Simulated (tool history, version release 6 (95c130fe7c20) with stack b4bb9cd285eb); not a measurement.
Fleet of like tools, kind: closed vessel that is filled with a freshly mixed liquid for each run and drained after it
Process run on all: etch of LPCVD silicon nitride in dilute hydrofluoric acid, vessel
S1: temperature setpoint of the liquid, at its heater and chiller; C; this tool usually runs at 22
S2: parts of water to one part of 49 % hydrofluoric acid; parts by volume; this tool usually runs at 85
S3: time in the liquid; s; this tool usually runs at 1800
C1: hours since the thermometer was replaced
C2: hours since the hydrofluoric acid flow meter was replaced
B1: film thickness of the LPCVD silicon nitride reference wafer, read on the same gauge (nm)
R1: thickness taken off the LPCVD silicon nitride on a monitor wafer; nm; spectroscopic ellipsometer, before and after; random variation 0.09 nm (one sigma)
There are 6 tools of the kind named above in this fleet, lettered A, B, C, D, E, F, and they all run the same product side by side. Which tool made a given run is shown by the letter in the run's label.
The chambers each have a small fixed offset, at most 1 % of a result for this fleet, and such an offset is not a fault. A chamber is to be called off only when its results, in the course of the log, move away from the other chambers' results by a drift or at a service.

run 1D hour=13.6 | S1=22 S2=85 S3=1800 | C1=573.9 C2=1225 | B1=79.986 | R1=10.094
run 2A hour=25.9 | S1=22 S2=85 S3=1800 | C1=1087.6 C2=1525.8 | B1=79.989 | R1=9.982
run 3C hour=37.3 | S1=22 S2=85 S3=1800 | C1=1939.7 C2=516 | B1=80.013 | R1=9.95
run 4E hour=52.1 | S1=22 S2=85 S3=1800 | C1=975.2 C2=2405.4 | B1=79.992 | R1=9.9667
run 5B hour=66.2 | S1=22 S2=85 S3=1800 | C1=654.4 C2=660.9 | B1=80.007 | R1=9.8532
run 6F hour=76.3 | S1=23.5 S2=85 S3=1800 | C1=460 C2=982 | B1=79.991 | R1=10.939
run 7A hour=84.4 | S1=23.5 S2=85 S3=1800 | C1=1146.1 C2=1584.3 | B1=80.008 | R1=10.999
run 8C hour=92.2 | S1=23.5 S2=85 S3=1800 | C1=1994.6 C2=570.9 | B1=79.989 | R1=11.075
run 9E hour=101.5 | S1=23.5 S2=85 S3=1800 | C1=1024.6 C2=2454.8 | B1=80.006 | R1=11.022
run 10D hour=110.4 | S1=23.5 S2=85 S3=1800 | C1=670.7 C2=1321.8 | B1=80.023 | R1=10.845
run 11F hour=120.1 | S1=23.5 S2=85 S3=1800 | C1=503.8 C2=1025.8 | B1=80.044 | R1=11.115
run 12B hour=132.9 | S1=19 S2=85 S3=1800 | C1=721.1 C2=727.6 | B1=79.984 | R1=8.0685
run 13C hour=146.5 | S1=19 S2=85 S3=1800 | C1=2048.9 C2=625.2 | B1=80.021 | R1=8.1327
run 14D hour=159.4 | S1=19 S2=85 S3=1800 | C1=719.7 C2=1370.8 | B1=80.016 | R1=8.1457
-- hour=163.6 chamber C: thermometer replaced
run 15F hour=171 | S1=19 S2=85 S3=1800 | C1=554.7 C2=1076.7 | B1=80.003 | R1=8.1503
-- hour=174.2 chamber E: hydrofluoric acid flow meter replaced
run 16E hour=178.9 | S1=19 S2=85 S3=1800 | C1=1102 C2=4.8 | B1=80.042 | R1=8.0442
run 17B hour=188.4 | S1=19 S2=85 S3=1800 | C1=776.6 C2=783.1 | B1=79.996 | R1=7.9851
run 18A hour=200.6 | S1=24.5 S2=120 S3=1800 | C1=1262.3 C2=1700.5 | B1=79.981 | R1=8.563
run 19C hour=212.7 | S1=24.5 S2=120 S3=1800 | C1=49.1 C2=691.4 | B1=79.993 | R1=8.3219
run 20B hour=228.1 | S1=24.5 S2=120 S3=1800 | C1=816.3 C2=822.8 | B1=79.966 | R1=8.3644
run 21F hour=238.7 | S1=24.5 S2=120 S3=1800 | C1=622.4 C2=1144.4 | B1=80.026 | R1=8.4725
-- hour=240.8 chamber B: thermometer replaced
run 22D hour=253.1 | S1=24.5 S2=120 S3=1800 | C1=813.4 C2=1464.5 | B1=80.027 | R1=8.617
run 23A hour=264.7 | S1=24.5 S2=120 S3=1800 | C1=1326.4 C2=1764.6 | B1=80.029 | R1=8.3829
run 24E hour=275.8 | S1=19 S2=85 S3=1800 | C1=1198.9 C2=101.7 | B1=80.003 | R1=7.9698
run 25A hour=290 | S1=19 S2=85 S3=1800 | C1=1351.7 C2=1789.9 | B1=80.017 | R1=8.1482
run 26D hour=303.7 | S1=19 S2=85 S3=1800 | C1=864 C2=1515.1 | B1=79.998 | R1=8.4148
run 27C hour=315.7 | S1=19 S2=85 S3=1800 | C1=152.1 C2=794.4 | B1=80.021 | R1=8.0212
run 28F hour=329.6 | S1=19 S2=85 S3=1800 | C1=713.3 C2=1235.3 | B1=80.025 | R1=7.9901
run 29E hour=343.2 | S1=19 S2=85 S3=1800 | C1=1266.3 C2=169.1 | B1=80.01 | R1=7.9691
run 30B hour=353.7 | S1=22 S2=85 S3=1800 | C1=112.9 C2=948.4 | B1=79.984 | R1=10.003
run 31A hour=364.5 | S1=22 S2=85 S3=1800 | C1=1426.2 C2=1864.4 | B1=79.983 | R1=9.986
run 32D hour=371.4 | S1=22 S2=85 S3=1800 | C1=931.7 C2=1582.8 | B1=79.977 | R1=10.338
run 33C hour=378.2 | S1=25.5 S2=85 S3=1800 | C1=214.6 C2=856.9 | B1=80.027 | R1=12.398
run 34E hour=393.6 | S1=25.5 S2=85 S3=1800 | C1=1316.7 C2=219.5 | B1=79.993 | R1=12.357
run 35F hour=408.7 | S1=25.5 S2=85 S3=1800 | C1=792.4 C2=1314.4 | B1=79.992 | R1=12.566
run 36B hour=419.9 | S1=25.5 S2=85 S3=1800 | C1=179.1 C2=1014.6 | B1=79.997 | R1=12.456
run 37F hour=431.2 | S1=25.5 S2=85 S3=1800 | C1=814.9 C2=1336.9 | B1=79.988 | R1=12.511
run 38B hour=441.6 | S1=25.5 S2=85 S3=1800 | C1=200.8 C2=1036.3 | B1=80.014 | R1=12.525
run 39D hour=453.6 | S1=22 S2=85 S3=1800 | C1=1013.9 C2=1665 | B1=80.04 | R1=10.745
run 40A hour=467.3 | S1=22 S2=105 S3=770 | C1=1529 C2=1967.2 | B1=80.008 | R1=3.5134
-- hour=470.8 chamber C: hydrofluoric acid flow meter replaced
run 41C hour=477.9 | S1=22 S2=105 S3=770 | C1=314.3 C2=7.1 | B1=79.963 | R1=3.4443
run 42E hour=491.5 | S1=22 S2=105 S3=770 | C1=1414.6 C2=317.4 | B1=79.993 | R1=3.4027
run 43D hour=503.4 | S1=22 S2=105 S3=770 | C1=1063.7 C2=1714.8 | B1=79.984 | R1=3.7854

For the next run the whole fleet of 6 chambers uses the same settings. Give each chamber's results:
run 44A hour=514.6 | S1=22 S2=85 S3=1800 | R1=?
run 44B hour=514.6 | S1=22 S2=85 S3=1800 | R1=?
run 44C hour=514.6 | S1=22 S2=85 S3=1800 | R1=?
run 44D hour=514.6 | S1=22 S2=85 S3=1800 | R1=?
run 44E hour=514.6 | S1=22 S2=85 S3=1800 | R1=?
run 44F hour=514.6 | S1=22 S2=85 S3=1800 | R1=?

run=44A R1=10.064
run=44B R1=9.8947
run=44C R1=10.102
run=44D R1=10.99
run=44E R1=9.9696
run=44F R1=10.034

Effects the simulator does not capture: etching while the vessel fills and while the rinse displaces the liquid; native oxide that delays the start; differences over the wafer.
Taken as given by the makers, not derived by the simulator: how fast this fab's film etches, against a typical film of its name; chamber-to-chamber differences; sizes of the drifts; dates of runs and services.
